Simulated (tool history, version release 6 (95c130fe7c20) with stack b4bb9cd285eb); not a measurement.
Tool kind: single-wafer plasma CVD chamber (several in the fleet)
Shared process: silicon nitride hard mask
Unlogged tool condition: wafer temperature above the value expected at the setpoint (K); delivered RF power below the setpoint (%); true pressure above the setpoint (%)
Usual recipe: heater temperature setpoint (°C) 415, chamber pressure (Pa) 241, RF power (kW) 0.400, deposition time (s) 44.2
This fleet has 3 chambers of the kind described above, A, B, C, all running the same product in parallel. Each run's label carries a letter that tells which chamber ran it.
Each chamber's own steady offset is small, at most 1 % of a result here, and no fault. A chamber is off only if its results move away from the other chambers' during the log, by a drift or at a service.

run     day  heater temperature setpoint (°C)  chamber pressure (Pa)  RF power (kW)  deposition time (s)  hours since the last thermocouple change  hours since the last RF generator calibration  hours since the last manometer calibration  read-back reference wafer on the same gauge, thickness_nm  mean film thickness on the monitor wafer (nm)
 1B   0.354                               415                    241          0.400                 44.2                                     492.2                                          302.4                                      1252.8                                                     65.440                                         62.139
 2C   0.762                               415                    241          0.400                 44.2                                     651.4                                         1919.2                                       550.0                                                     65.420                                         62.227
 3A   1.271                               415                    241          0.400                 44.2                                    1472.0                                          176.9                                       255.1                                                     65.441                                         63.295
 4B   1.762                               415                    241          0.400                 44.2                                     526.0                                          336.2                                      1286.6                                                     65.355                                         61.842
 5A   2.117                               415                    241          0.400                 44.2                                    1492.3                                          197.2                                       275.4                                                     65.338                                         62.723
 6C   2.571                               415                    241          0.400                 44.2                                     694.8                                         1962.6                                       593.4                                                     65.381                                         62.429
 7A   3.054                               415                    241          0.400                 46.9                                    1514.8                                          219.7                                       297.9                                                     65.368                                         66.260
 8C   3.538                               415                    241          0.400                 46.9                                     718.0                                         1985.8                                       616.6                                                     65.389                                         66.396
 9B   3.842                               415                    241          0.400                 46.9                                     575.9                                          386.1                                      1336.5                                                     65.497                                         66.692
10C   4.138                               415                    241          0.400                 44.2                                     732.4                                         2000.2                                       631.0                                                     65.435                                         62.610
11B   4.458                               404                    241          0.400                 44.2                                     590.7                                          400.9                                      1351.3                                                     65.410                                         62.948
12A   4.908                               404                    241          0.400                 44.2                                    1559.3                                          264.2                                       342.4                                                     65.371                                         63.761
13A   5.308                               404                    241          0.400                 44.2                                    1568.9                                          273.8                                       352.0                                                     65.384                                         63.176
14B   5.788                               415                    241          0.400                 44.2                                     622.6                                          432.8                                      1383.2                                                     65.390                                         61.471
15C   6.062                               415                    241          0.400                 44.2                                     778.6                                         2046.4                                       677.2                                                     65.368                                         62.893
16B   6.525                               415                    241          0.400                 44.2                                     640.3                                          450.5                                      1400.9                                                     65.502                                         61.897
17A   6.796                               415                    241          0.400                 44.2                                    1604.6                                          309.5                                       387.7                                                     65.389                                         62.932
18C   7.125                               415                    241          0.400                 44.2                                     804.1                                         2071.9                                       702.7                                                     65.330                                         62.407
19C   7.492                               423                    241          0.465                 44.2                                     812.9                                         2080.7                                       711.5                                                     65.358                                         68.510
20A   7.821                               423                    241          0.465                 44.2                                    1629.2                                          334.1                                       412.3                                                     65.408                                         68.141
21B   8.296                               423                    241          0.465                 44.2                                     682.8                                          493.0                                      1443.4                                                     65.437                                         67.558
22C   8.746                               415                    241          0.400                 44.2                                     843.0                                         2110.8                                       741.6                                                     65.370                                         62.504
23A   9.058                               415                    241          0.400                 44.2                                    1658.9                                          363.8                                       442.0                                                     65.433                                         62.538
24B   9.408                               415                    241          0.400                 44.2                                     709.5                                          519.7                                      1470.1                                                     65.421                                         62.142
25B   9.646                               415                    241          0.400                 44.2                                     715.2                                          525.4                                      1475.8                                                     65.389                                         62.125
26A  10.046                               415                    241          0.400                 44.2                                    1682.6                                          387.5                                       465.7                                                     65.476                                         62.690
     10.108  -- chamber C: RF generator calibrated
27C  10.379                               415                    241          0.400                 44.2                                     882.2                                            6.6                                       780.8                                                     65.412                                         62.478
28C  10.779                               415                    241          0.400                 44.2                                     891.8                                           16.2                                       790.4                                                     65.441                                         62.574
29B  11.062                               429                    241          0.400                 39.3                                     749.2                                          559.4                                      1509.8                                                     65.344                                         55.043
30A  11.462                               429                    241          0.400                 39.3                                    1716.6                                          421.5                                       499.7                                                     65.265                                         55.928

Is one chamber off against the others, does the gauge drift, or is nothing wrong? If a chamber is off, say which, and what the likeliest cause is.

No chamber stands off beyond its own small offset, and the gauge holds steady.
